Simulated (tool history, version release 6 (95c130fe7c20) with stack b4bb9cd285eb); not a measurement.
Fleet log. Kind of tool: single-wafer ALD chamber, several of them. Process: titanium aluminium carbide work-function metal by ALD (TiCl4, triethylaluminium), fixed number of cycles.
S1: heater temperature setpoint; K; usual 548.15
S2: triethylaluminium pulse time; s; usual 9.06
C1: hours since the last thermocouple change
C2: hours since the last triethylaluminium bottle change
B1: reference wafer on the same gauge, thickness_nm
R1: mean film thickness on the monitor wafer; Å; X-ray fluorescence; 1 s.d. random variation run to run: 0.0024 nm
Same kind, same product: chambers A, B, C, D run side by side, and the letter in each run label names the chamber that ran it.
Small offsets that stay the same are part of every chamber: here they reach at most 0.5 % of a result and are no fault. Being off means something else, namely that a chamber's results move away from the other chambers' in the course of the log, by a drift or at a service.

| run | hour | S1 | S2 | C1 | C2 | B1 | R1 |
|---|---|---|---|---|---|---|---|
| 1B | 11.8 | 548.15 | 9.06 | 1092.3 | 738.8 | 1.8796 | 17.553 |
| 2C | 24.2 | 548.15 | 9.06 | 1452.6 | 1195.2 | 1.8791 | 17.645 |
| 3A | 31.8 | 548.15 | 9.06 | 1191.6 | 288.7 | 1.8787 | 17.647 |
| 4D | 42.2 | 548.15 | 9.06 | 644.1 | 517.4 | 1.8786 | 17.591 |
| 5D | 50.3 | 548.15 | 9.06 | 652.2 | 525.5 | 1.8784 | 17.585 |
| 6C | 61.3 | 536.15 | 12.18 | 1489.7 | 1232.3 | 1.8777 | 17.158 |
| 7B | 72.6 | 536.15 | 12.18 | 1153.1 | 799.6 | 1.8769 | 17.11 |
| 8A | 82.2 | 536.15 | 12.18 | 1242 | 339.1 | 1.8765 | 17.194 |
| 9A | 89 | 536.15 | 12.18 | 1248.8 | 345.9 | 1.8769 | 17.193 |
| 10D | 103.1 | 548.15 | 9.06 | 705 | 578.3 | 1.8768 | 17.584 |
| 11C | 111.8 | 548.15 | 9.06 | 1540.2 | 1282.8 | 1.8769 | 17.656 |
| 12B | 119.5 | 548.15 | 9.06 | 1200 | 846.5 | 1.8758 | 17.554 |
| 13D | 130.6 | 548.15 | 6.45 | 732.5 | 605.8 | 1.8759 | 16.355 |
| 14A | 140 | 548.15 | 6.45 | 1299.8 | 396.9 | 1.8754 | 16.444 |
| 15B | 150.9 | 548.15 | 6.45 | 1231.4 | 877.9 | 1.8748 | 16.396 |
| 16C | 165.2 | 548.15 | 6.45 | 1593.6 | 1336.2 | 1.8748 | 16.463 |
| 17A | 173.4 | 548.15 | 9.06 | 1333.2 | 430.3 | 1.8745 | 17.653 |
| 18B | 180.8 | 548.15 | 9.06 | 1261.3 | 907.8 | 1.8735 | 17.535 |
| 19D | 191.2 | 548.15 | 9.06 | 793.1 | 666.4 | 1.8737 | 17.527 |
| 20C | 202.9 | 548.15 | 9.06 | 1631.3 | 1373.9 | 1.8741 | 17.579 |
| 21C | 211.1 | 548.15 | 9.06 | 1639.5 | 1382.1 | 1.8731 | 17.601 |
| 22D | 220.5 | 548.15 | 9.06 | 822.4 | 695.7 | 1.8725 | 17.51 |
| 23A | 233 | 548.15 | 5.62 | 1392.8 | 489.9 | 1.8721 | 15.765 |
| 24B | 243.8 | 548.15 | 5.62 | 1324.3 | 970.8 | 1.872 | 15.716 |
| 25A | 251 | 548.15 | 5.62 | 1410.8 | 507.9 | 1.8716 | 15.762 |
| 26B | 259.2 | 548.15 | 5.62 | 1339.7 | 986.2 | 1.8716 | 15.711 |
| 27C | 268 | 548.15 | 9.06 | 1696.4 | 1439 | 1.8707 | 17.623 |
| 28D | 278.3 | 548.15 | 9.06 | 880.2 | 753.5 | 1.8705 | 17.533 |
| 29C | 289.2 | 548.15 | 9.06 | 1717.6 | 1460.2 | 1.87 | 17.568 |
| 30D | 298.9 | 548.15 | 9.06 | 900.8 | 774.1 | 1.8704 | 17.514 |
| 31A | 306.8 | 548.15 | 9.06 | 1466.6 | 563.7 | 1.8703 | 17.58 |
| 32B | 318.8 | 548.15 | 9.06 | 1399.3 | 1045.8 | 1.8684 | 17.463 |

For the next run the whole fleet of 4 chambers uses the same settings. Give each chamber's results:
| 33A | 329.6 | 548.15 | 9.06 |  |  |  | ? |
| 33B | 329.6 | 548.15 | 9.06 |  |  |  | ? |
| 33C | 329.6 | 548.15 | 9.06 |  |  |  | ? |
| 33D | 329.6 | 548.15 | 9.06 |  |  |  | ? |

| run | R1 |
|---|---|
| 33A | 17.623 |
| 33B | 17.51 |
| 33C | 17.592 |
| 33D | 17.488 |
